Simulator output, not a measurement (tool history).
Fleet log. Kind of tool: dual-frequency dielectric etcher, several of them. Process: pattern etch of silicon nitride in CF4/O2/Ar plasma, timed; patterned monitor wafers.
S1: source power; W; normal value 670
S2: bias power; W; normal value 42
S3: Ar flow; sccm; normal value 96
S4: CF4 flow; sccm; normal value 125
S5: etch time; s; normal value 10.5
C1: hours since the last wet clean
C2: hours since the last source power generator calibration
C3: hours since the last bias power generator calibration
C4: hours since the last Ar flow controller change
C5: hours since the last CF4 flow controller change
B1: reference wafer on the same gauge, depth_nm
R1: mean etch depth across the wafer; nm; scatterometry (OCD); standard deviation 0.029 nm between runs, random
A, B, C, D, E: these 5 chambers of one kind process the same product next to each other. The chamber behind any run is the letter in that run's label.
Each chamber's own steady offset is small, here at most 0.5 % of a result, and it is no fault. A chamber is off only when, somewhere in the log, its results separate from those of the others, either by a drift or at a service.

run   hour   S1  S2  S3   S4    S5     C1      C2      C3      C4      C5      B1      R1
 1E    7.5  670  42  96  125  10.5  168.5  3137.9   917.8  1556.8    2670  22.607  25.014
 2D   14.9  670  42  96  125  10.5  310.3   529.6  2977.2  2535.6   588.1  22.605  25.089
 3C   22.6  670  42  96  125  10.5  487.1    1386  2750.1  1634.5   713.8  22.609  25.098
 4B   28.9  670  42  96  125  10.5  528.9   469.1  1655.1   104.7   633.4  22.611  25.088
 5A   35.6  670  42  96  125  10.5  341.3   608.1   929.5   291.1   758.3  22.605  25.049
 6D   45.9  670  42  82  125  10.5  341.3   560.6  3008.2  2566.6   619.1  22.614  25.576
      48.5  -- chamber B: wet clean of the chamber
 7C   52.4  670  42  82  125  10.5  516.9  1415.8  2779.9  1664.3   743.6  22.618    25.5
 8B   62.5  670  42  82  125  10.5     14   502.7  1688.7   138.3     667  22.622  25.578
 9E   70.9  670  42  82  125  10.5  231.9  3201.3   981.2  1620.2  2733.4  22.624  25.491
10A   78.9  670  42  82  125  10.5  384.6   651.4   972.8   334.4   801.6  22.633  25.556
      83.7  -- chamber C: wet clean of the chamber
      88.9  -- chamber D: wet clean of the chamber
11D   88.9  670  42  96  125  10.5      0   603.6  3051.2  2609.6   662.1  22.634  25.095
12B   99.5  670  42  96  125  10.5     51   539.7  1725.7   175.3     704  22.642  25.097
13C  107.5  670  42  96  125  10.5   23.8  1470.9    2835  1719.4   798.7  22.643  25.086
14A  113.5  820  48  96  125  10.5  419.2     686  1007.4     369   836.2  22.646  31.488
     117.1  -- chamber A: wet clean of the chamber
15E  120.2  820  48  96  125  10.5  281.2  3250.6  1030.5  1669.5  2782.7   22.65  31.437
16C  130.3  820  48  96  125  10.5   46.6  1493.7  2857.8  1742.2   821.5  22.652  31.446
17D    142  820  48  96  125  10.5   53.1   656.7  3104.3  2662.7   715.2  22.661  31.424
18E  148.1  820  48  96  125  10.5  309.1  3278.5  1058.4  1697.4  2810.6  22.661  31.487
19A  157.6  670  42  96  125  10.5   40.5   730.1  1051.5   413.1   880.3  22.667  25.137
20B  163.2  670  42  96  125  10.5  114.7   603.4  1789.4     239   767.7  22.664  25.089
21C  169.7  670  42  96  125  10.5     86  1533.1  2897.2  1781.6   860.9   22.67  25.107
22E  180.9  670  42  96  125  10.5  341.9  3311.3  1091.2  1730.2  2843.4  22.675  25.005
23B  186.6  670  42  96  125  10.5  138.1   626.8  1812.8   262.4   791.1  22.677   25.08
24D  192.4  670  42  96  125  10.5  103.5   707.1  3154.7  2713.1   765.6  22.677  25.155
25A  202.6  670  42  96  125  10.5   85.5   775.1  1096.5   458.1   925.3  22.685  25.127
26D  211.5  670  42  96  125  10.5  122.6   726.2  3173.8  2732.2   784.7  22.695  25.203
27E  220.1  670  42  96  125  10.5  381.1  3350.5  1130.4  1769.4  2882.6  22.693  25.068
28C    228  670  42  96  125  10.5  144.3  1591.4  2955.5  1839.9   919.2  22.694  25.123
29B  235.9  510  42  96  125     8  187.4   676.1  1862.1   311.7   840.4  22.696  15.048
30A  248.6  510  42  96  125     8  131.5   821.1  1142.5   504.1   971.3    22.7  15.038
       257  -- chamber B: bias power generator calibrated
31B  257.4  510  42  96  125     8  208.9   697.6     0.4   333.2   861.9  22.704   15.04

Decide between three cases: one chamber stands off from its peers, the gauge reading all wafers drifts, or nothing is wrong past each chamber's small offset. Where a chamber is off, say which and what most likely put it there.

Gauge drift. The chambers move together only on paper, and none stands off.
Cause: gauge reads high (%) = 0.481.
